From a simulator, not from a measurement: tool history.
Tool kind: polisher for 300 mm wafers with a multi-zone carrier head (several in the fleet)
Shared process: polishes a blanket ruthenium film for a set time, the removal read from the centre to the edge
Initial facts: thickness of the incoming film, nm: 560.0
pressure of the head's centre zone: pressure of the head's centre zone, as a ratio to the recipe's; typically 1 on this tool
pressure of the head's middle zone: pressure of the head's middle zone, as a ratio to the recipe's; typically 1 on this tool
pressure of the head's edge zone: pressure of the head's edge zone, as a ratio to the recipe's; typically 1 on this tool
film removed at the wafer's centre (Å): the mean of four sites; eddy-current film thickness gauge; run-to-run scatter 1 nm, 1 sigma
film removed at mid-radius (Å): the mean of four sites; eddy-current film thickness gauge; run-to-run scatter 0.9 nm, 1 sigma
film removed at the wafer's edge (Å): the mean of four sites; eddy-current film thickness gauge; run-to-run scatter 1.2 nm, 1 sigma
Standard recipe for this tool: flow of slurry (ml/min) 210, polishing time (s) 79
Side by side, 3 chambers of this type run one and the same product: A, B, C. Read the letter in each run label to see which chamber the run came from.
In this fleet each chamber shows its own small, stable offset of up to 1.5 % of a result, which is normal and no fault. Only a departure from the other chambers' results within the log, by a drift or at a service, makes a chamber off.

run   hour  flow of slurry (ml/min)  pressure of the head's centre zone  pressure of the head's middle zone  pressure of the head's edge zone  polishing time (s)  film removed at the wafer's centre (Å)  film removed at mid-radius (Å)  film removed at the wafer's edge (Å)
 1A      5                      210                                   1                                   1                                 1                  79                                  1102.2                          1109.9                                1152.4
 2B   11.7                      210                                   1                                   1                                 1                  79                                  1124.2                          1147.9                                1131.2
 3C   19.4                      210                                   1                                   1                                 1                  79                                  1129.4                          1139.4                                1130.6
 4B   23.1                      210                                   1                                   1                                 1                  79                                  1136.3                          1146.6                                1131.1
 5C   28.1                      210                                   1                                   1                                 1                  79                                  1105.9                          1120.3                                1131.1
 6A   32.1                      210                                   1                                   1                              1.09                  59                                  834.41                             856                                882.52
 7A   37.9                      210                                   1                                   1                              1.09                  59                                  833.44                          846.84                                886.03
      43.5  -- chamber A: worn pad replaced by a new one
 8C   45.3                      210                                   1                                   1                              1.09                  59                                  838.08                          832.32                                876.23
 9B   53.3                      210                                   1                                   1                                 1                  79                                  1143.7                          1136.4                                1128.9
      57.7  -- chamber C: worn pad replaced by a new one
10C   60.6                      210                                   1                                   1                                 1                  79                                    1126                          1114.1                                1147.7
11A   65.2                      210                                   1                                   1                                 1                  79                                  1095.6                          1137.1                                  1128
12B     69                      210                                   1                                   1                                 1                  79                                  1138.4                          1123.7                                1107.3
      72.9  -- chamber B: slurry nozzle cleaned
13A   72.9                      210                                   1                                   1                                 1                  79                                  1132.4                          1141.4                                1149.7
14B     80                      210                                   1                                   1                                 1                  79                                  1143.2                          1129.6                                1142.2
15C   83.5                      210                                   1                                   1                                 1                  79                                  1112.4                          1108.6                                1120.1
16A   89.9                      210                                   1                                   1                                 1                  79                                  1115.4                          1124.1                                1159.1
17C   97.8                      210                                   1                                   1                                 1                  79                                  1119.2                          1133.2                                  1123
18B    103                      210                                   1                                   1                                 1                  79                                  1112.7                          1106.7                                1111.7
19B  106.5                      210                                   1                                   1                                 1                  79                                    1111                            1099                                1089.6
20C  113.4                      210                                   1                                   1                                 1                  79                                  1125.5                          1122.3                                1118.7
21A  120.5                      210                                   1                                   1                                 1                  79                                  1111.1                          1126.9                                1140.6
     126.1  -- chamber C: worn pad replaced by a new one
     126.2  -- chamber A: worn pad replaced by a new one
22B  127.7                      210                                   1                                   1                                 1                  79                                  1074.9                          1077.8                                1080.2
23A  134.7                      210                                   1                                   1                                 1                  79                                    1117                          1136.7                                1127.7
24C    140                      210                                   1                                   1                              0.89                  79                                  1117.6                          1122.5                                1049.7
25B  147.4                      210                                   1                                   1                              0.89                  79                                  1086.9                          1071.9                                1011.2
26C  152.7                      210                                   1                                   1                              0.89                  79                                  1116.9                          1124.7                                1065.8
27A  158.9                      210                                   1                                   1                                 1                  79                                  1099.8                            1118                                1120.4
28B  164.5                      210                                   1                                   1                                 1                  79                                  1058.1                          1070.3                                1059.2
29C  167.9                      210                                   1                                   1                                 1                  79                                    1117                            1126                                  1145
30A  172.9                      210                                   1                                   1                                 1                  79                                  1117.1                          1133.7                                1109.6
31B  178.2                      210                                   1                                1.07                                 1                  96                                  1282.5                          1342.3                                1274.2
32C    186                      210                                   1                                1.07                                 1                  96                                  1368.2                          1451.1                                1365.9
33A  193.2                      210                                   1                                1.07                                 1                  96                                  1353.2                          1466.5                                1389.2

All 3 chambers run these settings next. Forecast each chamber's results:
34A  198.9                      210                                   1                                   1                                 1                  79                                       ?                               ?                                     ?
34B  198.9                      210                                   1                                   1                                 1                  79                                       ?                               ?                                     ?
34C  198.9                      210                                   1                                   1                                 1                  79                                       ?                               ?                                     ?

run  film removed at the wafer's centre (Å)  film removed at mid-radius (Å)  film removed at the wafer's edge (Å)
34A                                  1134.5                          1132.6                                1131.6
34B                                  1016.3                          1029.8                                1015.9
34C                                  1115.8                          1122.5                                1124.5
